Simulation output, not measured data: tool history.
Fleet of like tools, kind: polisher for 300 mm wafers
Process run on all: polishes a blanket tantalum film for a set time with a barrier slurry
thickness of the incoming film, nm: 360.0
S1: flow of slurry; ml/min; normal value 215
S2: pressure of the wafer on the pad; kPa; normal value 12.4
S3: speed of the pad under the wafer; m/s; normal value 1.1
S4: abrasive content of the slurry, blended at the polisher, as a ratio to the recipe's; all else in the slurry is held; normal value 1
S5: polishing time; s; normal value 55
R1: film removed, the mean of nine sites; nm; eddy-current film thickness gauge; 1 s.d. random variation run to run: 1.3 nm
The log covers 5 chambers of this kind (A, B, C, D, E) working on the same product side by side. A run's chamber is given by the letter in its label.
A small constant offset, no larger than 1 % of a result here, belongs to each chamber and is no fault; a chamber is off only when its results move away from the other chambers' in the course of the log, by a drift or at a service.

| run | hour | S1 | S2 | S3 | S4 | S5 | R1 |
|---|---|---|---|---|---|---|---|
|  | 5.3 | chamber D: slurry nozzle cleaned |
| 1D | 10.3 | 215 | 12.4 | 1.1 | 1 | 55 | 85.505 |
|  | 11 | chamber D: head pressure recalibrated |
|  | 15.3 | chamber C: worn pad replaced by a new one |
|  | 17.3 | chamber A: worn pad replaced by a new one |
| 2C | 18.7 | 215 | 12.4 | 1.1 | 1 | 55 | 87.485 |
|  | 28.9 | chamber C: slurry blender recalibrated |
| 3B | 30.1 | 215 | 12.4 | 1.1 | 1 | 55 | 85.988 |
| 4E | 41.5 | 215 | 12.4 | 1.1 | 1 | 55 | 86.01 |
| 5A | 53 | 215 | 12.4 | 1.1 | 1 | 55 | 84.591 |
| 6C | 62.6 | 215 | 12.4 | 1.1 | 1 | 55 | 85.853 |
|  | 67.4 | chamber E: slurry blender recalibrated |
| 7D | 71 | 215 | 12.4 | 1.1 | 1 | 55 | 86.801 |
|  | 77.7 | chamber D: worn pad replaced by a new one |
| 8A | 77.8 | 215 | 12.4 | 1.1 | 1 | 55 | 87.364 |
| 9B | 83.4 | 215 | 12.4 | 1.1 | 1 | 55 | 85.401 |
|  | 84.4 | chamber E: worn pad replaced by a new one |
| 10E | 94.5 | 215 | 12.4 | 1.1 | 1 | 55 | 85.565 |
| 11A | 100.4 | 215 | 12.4 | 1.1 | 1 | 55 | 84.716 |
| 12B | 108.7 | 215 | 12.4 | 1.1 | 1 | 55 | 87.753 |
|  | 112.8 | chamber C: worn pad replaced by a new one |
|  | 117.5 | chamber A: worn pad replaced by a new one |
| 13E | 120.6 | 215 | 12.4 | 1.1 | 1 | 55 | 86.405 |
|  | 122 | chamber D: slurry blender recalibrated |
| 14C | 127.1 | 215 | 12.4 | 1.1 | 1 | 55 | 87.19 |
| 15D | 137 | 215 | 12.4 | 1.1 | 1 | 55 | 88.984 |
|  | 147.2 | chamber B: slurry blender recalibrated |
| 16B | 147.4 | 215 | 12.4 | 1.1 | 1 | 55 | 86.237 |
| 17E | 153 | 165 | 12.4 | 1.1 | 1 | 68 | 101.94 |
| 18D | 159.9 | 165 | 12.4 | 1.1 | 1 | 68 | 103.32 |
|  | 163.5 | chamber C: slurry nozzle cleaned |
| 19C | 167.5 | 165 | 12.4 | 1.1 | 1 | 68 | 104.02 |
| 20A | 180 | 165 | 12.4 | 1.1 | 1 | 68 | 103.3 |
|  | 181.3 | chamber D: worn pad replaced by a new one |
|  | 185.6 | chamber A: slurry blender recalibrated |
|  | 190.2 | chamber B: worn pad replaced by a new one |
| 21C | 191.8 | 165 | 12.4 | 1.1 | 1 | 68 | 104.92 |
| 22D | 201.4 | 215 | 12.4 | 1.1 | 1 | 55 | 87.895 |
|  | 207.4 | chamber C: worn pad replaced by a new one |
|  | 211.2 | chamber A: worn pad replaced by a new one |
| 23A | 213.3 | 215 | 15.2 | 1.1 | 1.2 | 55 | 110.92 |
|  | 217.2 | chamber E: slurry blender recalibrated |
| 24E | 221.6 | 215 | 15.2 | 1.1 | 1.2 | 55 | 109.9 |
|  | 223.3 | chamber E: worn pad replaced by a new one |
| 25B | 229.5 | 215 | 15.2 | 1.1 | 1.2 | 55 | 112.25 |
| 26B | 236.7 | 215 | 15.2 | 1.1 | 1.2 | 55 | 109.51 |
| 27E | 243 | 215 | 15.2 | 1.1 | 1.2 | 55 | 108.79 |
| 28D | 254.4 | 215 | 12.4 | 1.1 | 1.2 | 55 | 90.196 |
| 29A | 261.8 | 215 | 12.4 | 1.1 | 1.2 | 55 | 89.568 |
| 30C | 272.7 | 215 | 12.4 | 1.1 | 1.2 | 55 | 90.087 |
| 31A | 278.8 | 215 | 12.4 | 1.1 | 1.2 | 55 | 86.058 |
|  | 283 | chamber D: worn pad replaced by a new one |
|  | 284.3 | chamber D: slurry blender recalibrated |
| 32B | 291.1 | 215 | 12.4 | 1.1 | 1.2 | 55 | 90.504 |
| 33C | 297.1 | 215 | 12.4 | 1.1 | 1 | 55 | 85.284 |
| 34E | 304.5 | 215 | 12.4 | 1.42 | 1 | 55 | 108.23 |
|  | 306.9 | chamber C: worn pad replaced by a new one |
|  | 310.1 | chamber A: worn pad replaced by a new one |
| 35D | 310.4 | 215 | 12.4 | 1.42 | 1 | 55 | 111.37 |
| 36E | 316.8 | 215 | 12.4 | 1.42 | 1 | 55 | 109.97 |
| 37A | 323.3 | 215 | 12.4 | 1.42 | 1 | 55 | 110.74 |
| 38C | 329.3 | 215 | 12.4 | 1.42 | 1 | 55 | 113.41 |
|  | 333 | chamber B: slurry blender recalibrated |
| 39D | 337.5 | 215 | 12.4 | 1.1 | 1 | 55 | 86.215 |
| 40B | 346.9 | 215 | 12.4 | 1.1 | 1 | 55 | 83.818 |
| 41A | 357 | 215 | 12.4 | 1.1 | 1 | 55 | 86.839 |
| 42C | 363.5 | 215 | 12.4 | 1.1 | 1 | 55 | 87.176 |

What goes on in this fleet: one chamber off, a drifting gauge, or nothing beyond the chambers' own small offsets? Name the chamber and the cause, if any.

No chamber stands off beyond its own small offset, and the gauge holds steady.

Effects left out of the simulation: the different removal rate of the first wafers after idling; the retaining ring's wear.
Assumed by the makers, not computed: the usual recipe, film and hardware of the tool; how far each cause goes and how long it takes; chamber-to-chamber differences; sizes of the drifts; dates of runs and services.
